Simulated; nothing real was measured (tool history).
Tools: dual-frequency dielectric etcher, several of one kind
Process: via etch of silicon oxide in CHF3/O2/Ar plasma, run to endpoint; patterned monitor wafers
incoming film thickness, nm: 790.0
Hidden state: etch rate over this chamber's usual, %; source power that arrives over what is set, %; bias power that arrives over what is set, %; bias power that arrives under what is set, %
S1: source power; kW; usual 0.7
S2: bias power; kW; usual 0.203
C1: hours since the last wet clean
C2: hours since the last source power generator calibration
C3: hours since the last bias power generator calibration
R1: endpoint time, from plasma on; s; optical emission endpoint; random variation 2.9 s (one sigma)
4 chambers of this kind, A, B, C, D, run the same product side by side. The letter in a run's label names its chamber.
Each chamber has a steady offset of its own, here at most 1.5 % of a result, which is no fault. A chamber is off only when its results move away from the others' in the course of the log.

At day 0.054: chamber C: wet clean of the chamber.
Run 1B, day 0.233: usual settings; C1 265.7; C2 1041.8; C3 101.9. Result: R1 357.26 s.
Run 2A, day 0.608: usual settings; C1 173; C2 3427.4; C3 126.4. Result: R1 358.16 s.
Run 3C, day 1.004: usual settings; C1 22.8; C2 414.5; C3 1539.2. Result: R1 365.67 s.
At day 1.058: chamber C: bias power generator calibrated.
Run 4D, day 1.35: usual settings; C1 355.3; C2 2415.1; C3 1637.8. Result: R1 358.45 s.
Run 5D, day 1.671: usual settings; C1 363; C2 2422.8; C3 1645.5. Result: R1 364.35 s.
Run 6C, day 2.029: usual settings; C1 47.4; C2 439.1; C3 23.3. Result: R1 364.79 s.
Run 7B, day 2.429: usual settings; C1 318.4; C2 1094.5; C3 154.6. Result: R1 357.49 s.
At day 2.454: chamber D: wet clean of the chamber.
Run 8A, day 2.721: usual settings; C1 223.7; C2 3478.1; C3 177.1. Result: R1 353.21 s.
Run 9C, day 3.125: usual settings; C1 73.7; C2 465.4; C3 49.6. Result: R1 365.04 s.
At day 3.221: chamber D: bias power generator calibrated.
Run 10A, day 3.317: usual settings but S1 0.65 kW, S2 0.169 kW; C1 238; C2 3492.4; C3 191.4. Result: R1 383.74 s.
Run 11B, day 3.625: usual settings but S1 0.65 kW, S2 0.169 kW; C1 347.1; C2 1123.2; C3 183.3. Result: R1 393.83 s.
Run 12D, day 4.038: usual settings but S1 0.65 kW, S2 0.169 kW; C1 38; C2 2479.6; C3 19.7. Result: R1 397.3 s.
Run 13C, day 4.408: usual settings but S1 0.65 kW, S2 0.169 kW; C1 104.5; C2 496.2; C3 80.4. Result: R1 396.28 s.
Run 14D, day 4.712: usual settings; C1 54.2; C2 2495.8; C3 35.9. Result: R1 359.93 s.
Run 15B, day 5.079: usual settings; C1 382; C2 1158.1; C3 218.2. Result: R1 357.7 s.
Run 16A, day 5.371: usual settings; C1 287.3; C2 3541.7; C3 240.7. Result: R1 355.94 s.
Run 17A, day 5.767: usual settings; C1 296.8; C2 3551.2; C3 250.2. Result: R1 353.94 s.
Run 18D, day 6.029: usual settings; C1 85.8; C2 2527.4; C3 67.5. Result: R1 352.94 s.
Run 19B, day 6.417: usual settings; C1 414.1; C2 1190.2; C3 250.3. Result: R1 357.56 s.
Run 20C, day 6.775: usual settings but S1 0.8 kW, S2 0.24 kW; C1 161.3; C2 553; C3 137.2. Result: R1 325.52 s.
Run 21B, day 7.083: usual settings but S1 0.8 kW, S2 0.24 kW; C1 430.1; C2 1206.2; C3 266.3. Result: R1 317.84 s.
Run 22D, day 7.421: usual settings but S1 0.8 kW, S2 0.24 kW; C1 119.2; C2 2560.8; C3 100.9. Result: R1 326.24 s.
At day 7.554: chamber B: wet clean of the chamber.
Run 23C, day 7.817: usual settings but S1 0.8 kW, S2 0.24 kW; C1 186.3; C2 578; C3 162.2. Result: R1 329.54 s.
Run 24A, day 8.171: usual settings; C1 354.5; C2 3608.9; C3 307.9. Result: R1 356.11 s.
Run 25C, day 8.446: usual settings; C1 201.4; C2 593.1; C3 177.3. Result: R1 359.11 s.
Run 26D, day 8.679: usual settings but S1 0.62 kW, S2 0.241 kW; C1 149.4; C2 2591; C3 131.1. Result: R1 358.21 s.
Run 27A, day 8.904: usual settings but S1 0.62 kW, S2 0.241 kW; C1 372.1; C2 3626.5; C3 325.5. Result: R1 347.05 s.
Run 28B, day 9.138: usual settings but S1 0.62 kW, S2 0.241 kW; C1 38; C2 1255.5; C3 315.6. Result: R1 351.62 s.
Run 29C, day 9.538: usual settings but S1 0.62 kW, S2 0.241 kW; C1 227.6; C2 619.3; C3 203.5. Result: R1 352.18 s.
Run 30B, day 9.883: usual settings; C1 55.9; C2 1273.4; C3 333.5. Result: R1 359.92 s.
At day 10.029: chamber A: wet clean of the chamber.
Run 31D, day 10.271: usual settings but S1 0.87 kW; C1 187.6; C2 2629.2; C3 169.3. Result: R1 330.03 s.
Run 32A, day 10.588: usual settings but S1 0.87 kW; C1 13.5; C2 3666.9; C3 365.9. Result: R1 332.95 s.
Run 33A, day 10.808: usual settings but S1 0.87 kW; C1 18.8; C2 3672.2; C3 371.2. Result: R1 327.07 s.
Run 34C, day 11.196: usual settings but S1 0.87 kW; C1 267.4; C2 659.1; C3 243.3. Result: R1 334.05 s.
Run 35B, day 11.596: usual settings; C1 97; C2 1314.5; C3 374.6. Result: R1 360.09 s.
Run 36D, day 12.012: usual settings; C1 229.4; C2 2671; C3 211.1. Result: R1 360.91 s.
Run 37D, day 12.267: usual settings; C1 235.5; C2 2677.1; C3 217.2. Result: R1 360.96 s.
Run 38C, day 12.671: usual settings; C1 302.8; C2 694.5; C3 278.7. Result: R1 360.13 s.
Run 39A, day 13.05: usual settings; C1 72.6; C2 3726; C3 425. Result: R1 351.62 s.
Run 40B, day 13.45: usual settings but S1 0.6 kW, S2 0.242 kW; C1 141.5; C2 1359; C3 419.1. Result: R1 352.52 s.
Run 41C, day 13.838: usual settings but S1 0.6 kW, S2 0.242 kW; C1 330.8; C2 722.5; C3 306.7. Result: R1 360.12 s.
Run 42B, day 14.208: usual settings but S1 0.6 kW, S2 0.242 kW; C1 159.7; C2 1377.2; C3 437.3. Result: R1 358.35 s.
Run 43D, day 14.533: usual settings but S1 0.6 kW, S2 0.242 kW; C1 289.9; C2 2731.5; C3 271.6. Result: R1 356.91 s.
Run 44A, day 14.754: usual settings; C1 113.5; C2 3766.9; C3 465.9. Result: R1 353.57 s.

Next, every chamber runs the same settings. What will each give?
Run 45A, day 15.067: usual settings. Result: R1 ?.
Run 45B, day 15.067: usual settings. Result: R1 ?.
Run 45C, day 15.067: usual settings. Result: R1 ?.
Run 45D, day 15.067: usual settings. Result: R1 ?.

run      R1
45A  351.97
45B  358.39
45C  361.53
45D  355.97
